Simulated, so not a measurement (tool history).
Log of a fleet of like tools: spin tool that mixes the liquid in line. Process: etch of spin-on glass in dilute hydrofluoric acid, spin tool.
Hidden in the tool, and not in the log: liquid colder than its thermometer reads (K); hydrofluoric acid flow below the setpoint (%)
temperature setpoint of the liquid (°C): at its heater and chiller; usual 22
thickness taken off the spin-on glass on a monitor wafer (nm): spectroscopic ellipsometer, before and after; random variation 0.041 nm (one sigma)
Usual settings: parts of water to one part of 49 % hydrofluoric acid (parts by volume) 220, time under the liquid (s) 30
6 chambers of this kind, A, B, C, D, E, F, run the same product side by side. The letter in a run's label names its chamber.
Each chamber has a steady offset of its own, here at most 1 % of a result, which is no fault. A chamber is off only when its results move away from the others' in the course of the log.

run   hour  temperature setpoint of the liquid (°C)  parts of water to one part of 49 % hydrofluoric acid (parts by volume)  time under the liquid (s)  hours since the thermometer was replaced  hours since the hydrofluoric acid flow meter was replaced  read-back film thickness of the spin-on glass reference wafer, read on the same gauge (nm)  thickness taken off the spin-on glass on a monitor wafer (nm)
 1B   11.1                                       22                                                                     220                         30                                     625.5                                                        586                                                                                      39.998                                                         4.9938
 2E   20.4                                       22                                                                     220                         30                                    1718.1                                                      446.2                                                                                      40.051                                                         4.8492
 3D   30.4                                       22                                                                     220                         30                                     109.9                                                        259                                                                                      40.038                                                         4.9049
 4A   38.9                                       22                                                                     220                         30                                    2009.1                                                     1133.8                                                                                      39.982                                                         4.8702
 5F   45.1                                       22                                                                     220                         30                                     110.9                                                      942.6                                                                                      40.014                                                         4.8273
 6C   55.2                                       22                                                                     220                         30                                     602.6                                                      127.3                                                                                      39.977                                                         4.8426
 7F   64.5                                       22                                                                     220                         30                                     130.3                                                        962                                                                                      40.031                                                          4.887
 8D   75.8                                       22                                                                     220                         30                                     155.3                                                      304.4                                                                                      39.953                                                         4.9556
 9E   82.3                                       19                                                                     220                         40                                      1780                                                      508.1                                                                                      39.964                                                         5.7086
10C   90.9                                       19                                                                     220                         40                                     638.3                                                        163                                                                                      39.988                                                         5.7931
11A     97                                       19                                                                     220                         40                                    2067.2                                                     1191.9                                                                                      40.011                                                           5.84
      99.6  -- chamber E: thermometer replaced
12B  108.6                                       19                                                                     220                         40                                       723                                                      683.5                                                                                      40.011                                                         5.8189
13B  114.9                                       19                                                                     220                         40                                     729.3                                                      689.8                                                                                      39.954                                                         5.9681
14D  120.4                                       19                                                                     220                         40                                     199.9                                                        349                                                                                      39.954                                                          5.866
15F  128.1                                       22                                                                     165                         30                                     193.9                                                     1025.6                                                                                      40.012                                                         6.8508
16C  135.7                                       22                                                                     165                         30                                     683.1                                                      207.8                                                                                      40.006                                                         6.8052
17A  144.3                                       22                                                                     165                         30                                    2114.5                                                     1239.2                                                                                      39.957                                                          6.817
18E  153.8                                       22                                                                     165                         30                                      54.2                                                      579.6                                                                                      40.018                                                         6.8059
19D  165.2                                       22                                                                     165                         30                                     244.7                                                      393.8                                                                                      40.037                                                         7.0111
20A  171.6                                       22                                                                     165                         30                                    2141.8                                                     1266.5                                                                                      39.965                                                         6.7566
21C  181.3                                       22                                                                     220                         30                                     728.7                                                      253.4                                                                                      40.032                                                           4.81
22B  191.5                                       22                                                                     220                         30                                     805.9                                                      766.4                                                                                      40.021                                                         4.9347
23F  198.5                                       22                                                                     220                         30                                     264.3                                                       1096                                                                                       39.99                                                         4.8201
24E  204.9                                       22                                                                     220                         30                                     105.3                                                      630.7                                                                                      40.007                                                         4.7551
25B  213.4                                       22                                                                     220                         30                                     827.8                                                      788.3                                                                                      39.981                                                         4.9222
26F  222.6                                       22                                                                     220                         30                                     288.4                                                     1120.1                                                                                       40.03                                                         4.8738
27E  232.8                                       22                                                                     220                         30                                     133.2                                                      658.6                                                                                      40.029                                                         4.8277
28A  238.7                                       22                                                                     220                         30                                    2208.9                                                     1333.6                                                                                      39.979                                                         4.8697
     244.1  -- chamber E: hydrofluoric acid flow meter replaced
29C  244.3                                       22                                                                     220                         30                                     791.7                                                      316.4                                                                                      40.014                                                         4.7748
     249.8  -- chamber B: thermometer replaced
30D  250.6                                       22                                                                     220                         30                                     330.1                                                      479.2                                                                                      39.981                                                         4.9479
31C  259.3                                       22                                                                     220                         30                                     806.7                                                      331.4                                                                                      39.981                                                         4.6943
32E  270.6                                       22                                                                     220                         35                                       171                                                       26.6                                                                                      39.995                                                         5.6278
33A  278.1                                       22                                                                     220                         35                                    2248.3                                                       1373                                                                                      40.036                                                         5.7204
     289.1  -- chamber A: thermometer replaced
34D  289.2                                       22                                                                     220                         35                                     368.7                                                      517.8                                                                                      40.021                                                         5.6985
35B  294.8                                       22                                                                     220                         35                                      45.1                                                      869.7                                                                                      40.049                                                         5.7343
36F  302.4                                       22                                                                     220                         35                                     368.2                                                     1199.9                                                                                      40.005                                                          5.559
37D    309                                       22                                                                     220                         35                                     388.5                                                      537.6                                                                                      40.008                                                         5.6873
38F  319.3                                       22                                                                     220                         30                                     385.1                                                     1216.8                                                                                      39.983                                                         4.7899
39A    325                                       22                                                                     220                         30                                      35.9                                                     1419.9                                                                                      40.004                                                         4.9291
40B  334.7                                       22                                                                     220                         30                                        85                                                      909.6                                                                                      40.013                                                         5.0133
41C  345.5                                       22                                                                     220                         30                                     892.9                                                      417.6                                                                                      40.017                                                            4.6
42E  355.2                                       22                                                                     220                         30                                     255.6                                                      111.2                                                                                      40.019                                                         4.8763
43F  363.8                                       22                                                                     220                         30                                     429.6                                                     1261.3                                                                                      39.977                                                         4.8063
44D  373.7                                       22                                                                     220                         30                                     453.2                                                      602.3                                                                                      39.973                                                         4.9772

Is one chamber off against the others, does the gauge drift, or is nothing wrong? If a chamber is off, say which, and what the likeliest cause is.

Chamber C drifts away from the others.
Cause: liquid colder than its thermometer reads (K) = 1.29.
The log may not tell that from: hydrofluoric acid flow below the setpoint (%).

Here are 4 candidates for chamber C's next run, each the usual settings with a change, their results left as question marks. Which one brings its results back in line with what the others give on the usual settings?
In line means no further than this from the other chambers' mean on the usual settings: thickness taken off the spin-on glass on a monitor wafer (nm) 0.14
45C-1  382.1                                       22                                                                     210                         30                                                                                                                                                                                                                                                               ?
45C-2  382.1                                       25                                                                     220                         30                                                                                                                                                                                                                                                               ?
45C-3  382.1                                       22                                                                     230                         30                                                                                                                                                                                                                                                               ?
45C-4  382.1                                       19                                                                     220                         30                                                                                                                                                                                                                                                               ?

The other chambers' mean on the usual settings: thickness taken off the spin-on glass on a monitor wafer (nm) 4.8876
  run  thickness taken off the spin-on glass on a monitor wafer (nm)
45C-1                                                          4.899
45C-2                                                         5.1833
45C-3                                                         4.3833
45C-4                                                         4.1192
45C-1 brings the chamber back in line.

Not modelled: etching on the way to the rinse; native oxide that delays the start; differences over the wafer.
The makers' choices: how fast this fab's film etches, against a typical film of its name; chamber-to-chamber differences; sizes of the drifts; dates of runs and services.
